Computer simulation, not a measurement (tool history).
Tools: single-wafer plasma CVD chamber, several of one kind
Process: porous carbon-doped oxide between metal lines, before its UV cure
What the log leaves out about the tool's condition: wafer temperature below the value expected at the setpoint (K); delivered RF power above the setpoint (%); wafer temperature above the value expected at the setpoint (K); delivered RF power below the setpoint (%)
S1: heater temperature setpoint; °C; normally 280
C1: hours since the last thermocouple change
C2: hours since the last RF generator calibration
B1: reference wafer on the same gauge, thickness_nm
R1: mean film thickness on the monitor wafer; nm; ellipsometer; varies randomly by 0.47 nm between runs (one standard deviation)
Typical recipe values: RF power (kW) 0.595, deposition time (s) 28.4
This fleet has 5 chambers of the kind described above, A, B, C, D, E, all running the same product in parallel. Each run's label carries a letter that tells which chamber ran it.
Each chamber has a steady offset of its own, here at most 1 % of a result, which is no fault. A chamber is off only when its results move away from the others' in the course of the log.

Run 1A, hour 7.4: usual settings; C1 353.9; C2 1021.1; B1 207.97. Result: R1 192.77 nm.
At hour 11.6: chamber B: thermocouple changed; heater temperature recalibrated.
Run 2B, hour 11.9: usual settings; C1 0.4; C2 1004.7; B1 207.92. Result: R1 195.49 nm.
At hour 12.7: chamber E: RF generator calibrated.
Run 3D, hour 17.7: usual settings; C1 22.2; C2 1064.6; B1 208.01. Result: R1 195.75 nm.
Run 4C, hour 22.8: usual settings; C1 192.9; C2 1498.1; B1 208.00. Result: R1 196.25 nm.
Run 5E, hour 32.4: usual settings; C1 1166.0; C2 19.8; B1 207.92. Result: R1 192.94 nm.
Run 6B, hour 42.0: usual settings; C1 30.5; C2 1034.8; B1 208.03. Result: R1 195.94 nm.
Run 7E, hour 51.6: usual settings; C1 1185.2; C2 39.0; B1 208.11. Result: R1 193.00 nm.
Run 8D, hour 57.7: usual settings; C1 62.2; C2 1104.6; B1 208.01. Result: R1 195.26 nm.
Run 9A, hour 64.1: usual settings; C1 410.6; C2 1077.8; B1 208.15. Result: R1 193.78 nm.
Run 10C, hour 73.2: usual settings; C1 243.3; C2 1548.5; B1 207.92. Result: R1 195.99 nm.
Run 11C, hour 82.7: usual settings; C1 252.8; C2 1558.0; B1 208.07. Result: R1 195.84 nm.
Run 12D, hour 87.6: usual settings; C1 92.1; C2 1134.5; B1 208.11. Result: R1 196.38 nm.
Run 13A, hour 96.9: usual settings; C1 443.4; C2 1110.6; B1 207.98. Result: R1 193.32 nm.
Run 14B, hour 101.3: usual settings; C1 89.8; C2 1094.1; B1 207.97. Result: R1 196.33 nm.
Run 15E, hour 106.0: usual settings; C1 1239.6; C2 93.4; B1 207.90. Result: R1 192.64 nm.
Run 16B, hour 115.1: usual settings; C1 103.6; C2 1107.9; B1 207.96. Result: R1 194.99 nm.
Run 17D, hour 120.5: usual settings; C1 125.0; C2 1167.4; B1 207.96. Result: R1 196.34 nm.
Run 18E, hour 126.5: usual settings but RF power (kW) 0.685, deposition time (s) 24.1; C1 1260.1; C2 113.9; B1 208.01. Result: R1 180.02 nm.
Run 19A, hour 133.4: usual settings but RF power (kW) 0.685, deposition time (s) 24.1; C1 479.9; C2 1147.1; B1 208.03. Result: R1 180.38 nm.
Run 20C, hour 142.7: usual settings but RF power (kW) 0.685, deposition time (s) 24.1; C1 312.8; C2 1618.0; B1 208.04. Result: R1 182.81 nm.
Run 21A, hour 151.0: usual settings but RF power (kW) 0.685, deposition time (s) 24.1; C1 497.5; C2 1164.7; B1 208.03. Result: R1 182.11 nm.
Run 22D, hour 155.8: usual settings but RF power (kW) 0.685, deposition time (s) 24.1; C1 160.3; C2 1202.7; B1 208.00. Result: R1 183.74 nm.
Run 23B, hour 160.9: usual settings; C1 149.4; C2 1153.7; B1 208.04. Result: R1 194.63 nm.
Run 24C, hour 169.4: usual settings; C1 339.5; C2 1644.7; B1 208.05. Result: R1 196.35 nm.
Run 25E, hour 177.3: usual settings; C1 1310.9; C2 164.7; B1 207.86. Result: R1 193.07 nm.
Run 26B, hour 186.5: usual settings; C1 175.0; C2 1179.3; B1 207.91. Result: R1 195.23 nm.
Run 27E, hour 192.5: usual settings; C1 1326.1; C2 179.9; B1 208.06. Result: R1 192.59 nm.
Run 28D, hour 202.0: usual settings but RF power (kW) 0.630, deposition time (s) 32.4; C1 206.5; C2 1248.9; B1 208.06. Result: R1 231.47 nm.
Run 29C, hour 209.4: usual settings but RF power (kW) 0.630, deposition time (s) 32.4; C1 379.5; C2 1684.7; B1 208.18. Result: R1 231.16 nm.
Run 30A, hour 215.6: usual settings but RF power (kW) 0.630, deposition time (s) 32.4; C1 562.1; C2 1229.3; B1 207.91. Result: R1 227.32 nm.
Run 31D, hour 222.8: usual settings but RF power (kW) 0.630, deposition time (s) 32.4; C1 227.3; C2 1269.7; B1 207.95. Result: R1 231.87 nm.
Run 32A, hour 229.0: usual settings but RF power (kW) 0.630, deposition time (s) 32.4; C1 575.5; C2 1242.7; B1 208.03. Result: R1 227.93 nm.
Run 33E, hour 234.5: usual settings; C1 1368.1; C2 221.9; B1 207.93. Result: R1 192.13 nm.
Run 34C, hour 238.8: usual settings; C1 408.9; C2 1714.1; B1 208.02. Result: R1 196.26 nm.
Run 35B, hour 247.3: usual settings; C1 235.8; C2 1240.1; B1 207.99. Result: R1 195.44 nm.
Run 36E, hour 252.0: usual settings; C1 1385.6; C2 239.4; B1 207.97. Result: R1 192.53 nm.
Run 37C, hour 257.6: usual settings; C1 427.7; C2 1732.9; B1 208.02. Result: R1 195.69 nm.

Decide between three cases: one chamber stands off from its peers, the gauge reading all wafers drifts, or nothing is wrong past each chamber's small offset. Where a chamber is off, say which and what most likely put it there.

Nothing is wrong: each chamber keeps only its own small, steady offset and the gauge holds still.
